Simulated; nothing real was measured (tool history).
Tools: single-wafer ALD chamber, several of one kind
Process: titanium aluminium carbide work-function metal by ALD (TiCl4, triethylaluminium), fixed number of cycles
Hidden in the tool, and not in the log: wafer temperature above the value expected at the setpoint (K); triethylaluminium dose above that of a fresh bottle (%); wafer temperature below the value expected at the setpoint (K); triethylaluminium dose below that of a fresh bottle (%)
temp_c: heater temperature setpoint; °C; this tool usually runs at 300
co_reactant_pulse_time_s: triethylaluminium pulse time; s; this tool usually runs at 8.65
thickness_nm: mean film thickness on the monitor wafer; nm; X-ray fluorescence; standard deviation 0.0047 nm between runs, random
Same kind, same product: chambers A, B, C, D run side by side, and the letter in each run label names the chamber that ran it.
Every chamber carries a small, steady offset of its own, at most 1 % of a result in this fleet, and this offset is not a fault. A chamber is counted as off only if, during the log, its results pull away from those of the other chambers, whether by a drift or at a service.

run   hour  temp_c  co_reactant_pulse_time_s  hours since the last thermocouple change  hours since the last triethylaluminium bottle change  read-back reference wafer on the same gauge, thickness_nm  thickness_nm
 1D   10.6     300                      8.65                                    1831.9                                                 986.8                                                     1.7101        1.9601
 2A   19.5     300                      8.65                                    2027.2                                                1033.7                                                     1.7097        1.9589
 3B   26.3     300                      8.65                                    1354.7                                                 262.5                                                     1.7110        1.9771
 4C   39.1     300                      8.65                                    2884.8                                                 112.4                                                     1.7105        1.9771
 5A   48.8     300                      8.65                                    2056.5                                                1063.0                                                     1.7104        1.9670
 6D   59.2     312                     11.72                                    1880.5                                                1035.4                                                     1.7102        2.1311
 7B   67.1     312                     11.72                                    1395.5                                                 303.3                                                     1.7094        2.1439
 8C   76.0     312                     11.72                                    2921.7                                                 149.3                                                     1.7103        2.1470
 9C   82.4     312                     11.72                                    2928.1                                                 155.7                                                     1.7095        2.1533
10D   92.3     300                      5.62                                    1913.6                                                1068.5                                                     1.7100        1.7652
11B  103.4     300                      5.62                                    1431.8                                                 339.6                                                     1.7107        1.7841
12A  109.6     300                      5.62                                    2117.3                                                1123.8                                                     1.7112        1.7698
13D  120.1     300                      5.62                                    1941.4                                                1096.3                                                     1.7098        1.7689
     120.6  -- chamber B: thermocouple changed; heater temperature recalibrated
14A  130.7     300                      8.65                                    2138.4                                                1144.9                                                     1.7110        1.9732
15C  138.2     300                      8.65                                    2983.9                                                 211.5                                                     1.7102        1.9762
     140.7  -- chamber A: triethylaluminium bottle replaced
16B  147.2     300                      8.65                                      26.7                                                 383.4                                                     1.7094        1.9325
17A  158.3     300                      8.65                                    2166.0                                                  17.6                                                     1.7097        1.9638
18B  163.9     300                      8.65                                      43.4                                                 400.1                                                     1.7097        1.9295
19D  176.7     300                      8.65                                    1998.0                                                1152.9                                                     1.7100        1.9660
20C  187.9     300                      8.65                                    3033.6                                                 261.2                                                     1.7104        1.9850
21C  196.5     300                      8.65                                    3042.2                                                 269.8                                                     1.7104        1.9773
22A  203.0     300                      8.65                                    2210.7                                                  62.3                                                     1.7099        1.9597
23B  213.1     300                      8.65                                      92.6                                                 449.3                                                     1.7092        1.9286
24D  224.3     300                      8.65                                    2045.6                                                1200.5                                                     1.7110        1.9560

Has any chamber moved away from the others, gradually or after a service, or does the common gauge drift, or do the chambers differ only by their own small steady offsets? State the chamber and the most likely cause if one applies.

The work done on chamber B during a service left it standing apart from the others.
Cause: wafer temperature below the value expected at the setpoint (K) = 4.83.

Chamber B could run next with any of the 4 candidate recipes listed below; each alters the usual settings, and their results appear as question marks. Which one brings its results back in line with what the other chambers deliver on the usual settings?
A result is in line if it is within this distance of the other chambers' mean on the usual settings: thickness_nm 0.0170 nm
25B-1  233.5     296                      8.65                                                                                                                                                                        ?
25B-2  233.5     300                      9.68                                                                                                                                                                        ?
25B-3  233.5     304                      9.57                                                                                                                                                                        ?
25B-4  233.5     292                      8.65                                                                                                                                                                        ?

The mean the other chambers reach with the usual settings: thickness_nm 1.9677 nm
  run  thickness_nm
25B-1        1.8949
25B-2        1.9589
25B-3        1.9903
25B-4        1.8616
With 25B-2, the chamber falls back in line with the rest.
